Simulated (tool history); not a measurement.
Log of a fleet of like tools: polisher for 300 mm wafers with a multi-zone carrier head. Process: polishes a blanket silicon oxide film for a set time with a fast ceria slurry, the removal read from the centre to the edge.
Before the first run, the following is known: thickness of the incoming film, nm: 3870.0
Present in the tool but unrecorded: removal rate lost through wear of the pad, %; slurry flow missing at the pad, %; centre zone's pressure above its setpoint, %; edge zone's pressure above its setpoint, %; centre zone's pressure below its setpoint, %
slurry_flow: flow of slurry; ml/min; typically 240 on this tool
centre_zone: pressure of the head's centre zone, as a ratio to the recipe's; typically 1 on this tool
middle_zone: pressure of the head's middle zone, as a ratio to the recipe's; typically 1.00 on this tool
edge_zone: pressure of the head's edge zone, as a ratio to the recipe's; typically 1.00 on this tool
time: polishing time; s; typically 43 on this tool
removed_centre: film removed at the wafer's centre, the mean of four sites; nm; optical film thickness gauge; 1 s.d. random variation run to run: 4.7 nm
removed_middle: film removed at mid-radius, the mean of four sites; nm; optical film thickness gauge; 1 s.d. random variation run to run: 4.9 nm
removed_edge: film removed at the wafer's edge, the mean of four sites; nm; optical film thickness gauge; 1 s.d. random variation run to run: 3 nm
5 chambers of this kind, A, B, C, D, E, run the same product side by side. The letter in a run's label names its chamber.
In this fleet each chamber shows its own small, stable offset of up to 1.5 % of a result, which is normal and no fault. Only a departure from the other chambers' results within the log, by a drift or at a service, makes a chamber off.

run,hour,slurry_flow,centre_zone,middle_zone,edge_zone,time,wafers polished on this pad,hours since the slurry nozzle was cleaned,hours since the centre zone pressure was calibrated,hours since the edge zone pressure was calibrated,removed_centre,removed_middle,removed_edge
1E,12.2,240,1,1.00,1.00,43,693,353.3,642.6,674.4,370.51,362.38,353.41
# hour 18.2: chamber B: worn pad replaced by a new one
2B,26.2,240,1,1.00,1.00,43,90,608.3,1211.7,1161.3,357.44,368.78,365.21
3A,32.9,240,1,1.00,1.00,43,493,430.3,922.7,225.8,355.22,359.55,352.54
# hour 34.3: chamber E: worn pad replaced by a new one
4C,45.3,240,1,1.00,1.00,43,921,66.8,679.7,84.8,355.82,361.54,356.71
# hour 47.5: chamber D: worn pad replaced by a new one
# hour 53.2: chamber D: centre zone pressure recalibrated
5D,54.8,240,1,1.00,1.00,43,83,116.6,1.6,145.4,356.45,355.26,353.68
6A,66.4,240,1,1.00,1.00,43,871,463.8,956.2,259.3,362.25,364.48,352.13
7C,79.8,240,1,1.04,1.00,43,1310,101.3,714.2,119.3,361.84,373.87,359.54
# hour 81.9: chamber E: slurry nozzle cleaned
# hour 87.4: chamber C: worn pad replaced by a new one
8E,88.5,240,1,1.04,1.00,43,611,6.7,718.9,750.7,357.49,377.86,356.95
9B,101.1,240,1,1.04,1.00,43,934,683.2,1286.6,1236.2,365.98,372.50,354.96
10D,108.5,240,1,1.04,1.00,43,687,170.3,55.3,199.1,358.17,379.79,358.94
# hour 109.3: chamber B: worn pad replaced by a new one
# hour 112.1: chamber E: worn pad replaced by a new one
# hour 121.3: chamber A: worn pad replaced by a new one
11C,122.1,240,1,1.04,1.00,43,391,143.6,756.5,161.6,355.36,374.94,364.75
# hour 125.3: chamber B: edge zone pressure recalibrated
# hour 129.1: chamber B: centre zone pressure recalibrated
# hour 129.5: chamber A: centre zone pressure recalibrated
# hour 129.8: chamber D: worn pad replaced by a new one
12A,130.8,240,1,1.00,1.00,43,107,528.2,1.3,323.7,359.93,361.06,356.27
13E,144.5,240,1,1.00,1.00,43,365,62.7,774.9,806.7,362.62,356.26,356.45
14D,152.9,240,1,1.00,1.00,43,260,214.7,99.7,243.5,366.36,364.01,362.31
15B,165.0,240,1,0.91,1.00,43,628,747.1,35.9,39.7,397.77,317.99,357.77
# hour 168.4: chamber C: centre zone pressure recalibrated
16A,179.4,240,1,0.91,1.00,43,654,576.8,49.9,372.3,352.14,324.66,349.76
17B,186.3,240,1,0.91,1.00,43,867,768.4,57.2,61.0,396.43,335.71,359.18
18E,193.8,240,1,0.91,1.00,43,920,112.0,824.2,856.0,351.07,329.74,357.28
# hour 195.5: chamber E: worn pad replaced by a new one
# hour 196.6: chamber B: worn pad replaced by a new one
# hour 203.1: chamber C: worn pad replaced by a new one
19C,205.9,240,1,0.91,1.00,43,31,227.4,37.5,245.4,351.74,328.54,360.24
# hour 216.8: chamber D: worn pad replaced by a new one
20D,218.0,240,1,1.00,1.00,43,14,279.8,164.8,308.6,357.33,362.36,360.94
21A,224.7,240,1,1.00,1.00,43,1164,622.1,95.2,417.6,360.91,352.76,355.61
# hour 229.6: chamber A: worn pad replaced by a new one
22C,235.0,240,1,1.00,1.00,43,359,256.5,66.6,274.5,363.06,355.11,357.37
23E,243.5,240,1,1.00,1.00,43,541,161.7,873.9,905.7,357.33,351.15,357.16
24D,254.9,290,1,1.00,1.00,43,429,316.7,201.7,345.5,366.90,368.81,364.49
25B,266.6,290,1,1.00,1.00,43,788,848.7,137.5,141.3,405.21,364.36,363.98
# hour 274.2: chamber E: worn pad replaced by a new one
# hour 274.9: chamber A: slurry nozzle cleaned
26D,277.5,290,1,1.00,1.00,43,684,339.3,224.3,368.1,373.66,374.69,368.98
# hour 284.4: chamber D: worn pad replaced by a new one
# hour 284.7: chamber B: worn pad replaced by a new one
27E,287.8,290,1,1.00,1.00,43,153,206.0,918.2,950.0,367.82,370.73,365.20
28C,295.1,290,1,1.00,1.00,43,1036,316.6,126.7,334.6,368.15,363.38,367.48
29B,304.2,240,1,1.00,1.00,43,219,886.3,175.1,178.9,404.26,355.56,361.45
# hour 308.0: chamber C: worn pad replaced by a new one
30A,315.8,240,1,1.00,1.00,43,970,41.0,186.3,508.7,360.14,362.63,356.23
31C,327.7,240,1,1.00,1.00,43,222,349.2,159.3,367.2,360.77,357.31,358.41
32A,339.5,240,1,1.00,1.00,43,1237,64.7,210.0,532.4,352.48,348.97,354.35
# hour 352.2: chamber D: worn pad replaced by a new one
33B,353.5,240,1,1.00,1.00,43,775,935.6,224.4,228.2,393.94,352.86,359.63
# hour 357.8: chamber E: worn pad replaced by a new one
# hour 359.7: chamber D: centre zone pressure recalibrated
34E,365.2,240,1,1.00,1.00,43,83,283.4,995.6,1027.4,360.31,355.69,351.14
35D,371.9,240,1,1.00,1.00,43,222,433.7,12.3,462.5,355.94,360.08,354.23
36E,379.1,275,1,1.00,1.00,43,240,297.3,1009.5,1041.3,364.89,365.40,360.64

The same settings go to every chamber for the next run, one line per chamber below. Forecast the results for each:
37A,389.4,240,1,1.00,0.89,43,,,,,?,?,?
37B,389.4,240,1,1.00,0.89,43,,,,,?,?,?
37C,389.4,240,1,1.00,0.89,43,,,,,?,?,?
37D,389.4,240,1,1.00,0.89,43,,,,,?,?,?
37E,389.4,240,1,1.00,0.89,43,,,,,?,?,?

run,removed_centre,removed_middle,removed_edge
37A,357.06,361.60,336.66
37B,392.07,357.68,338.82
37C,359.78,369.63,340.19
37D,366.49,365.13,336.56
37E,357.19,362.94,337.97
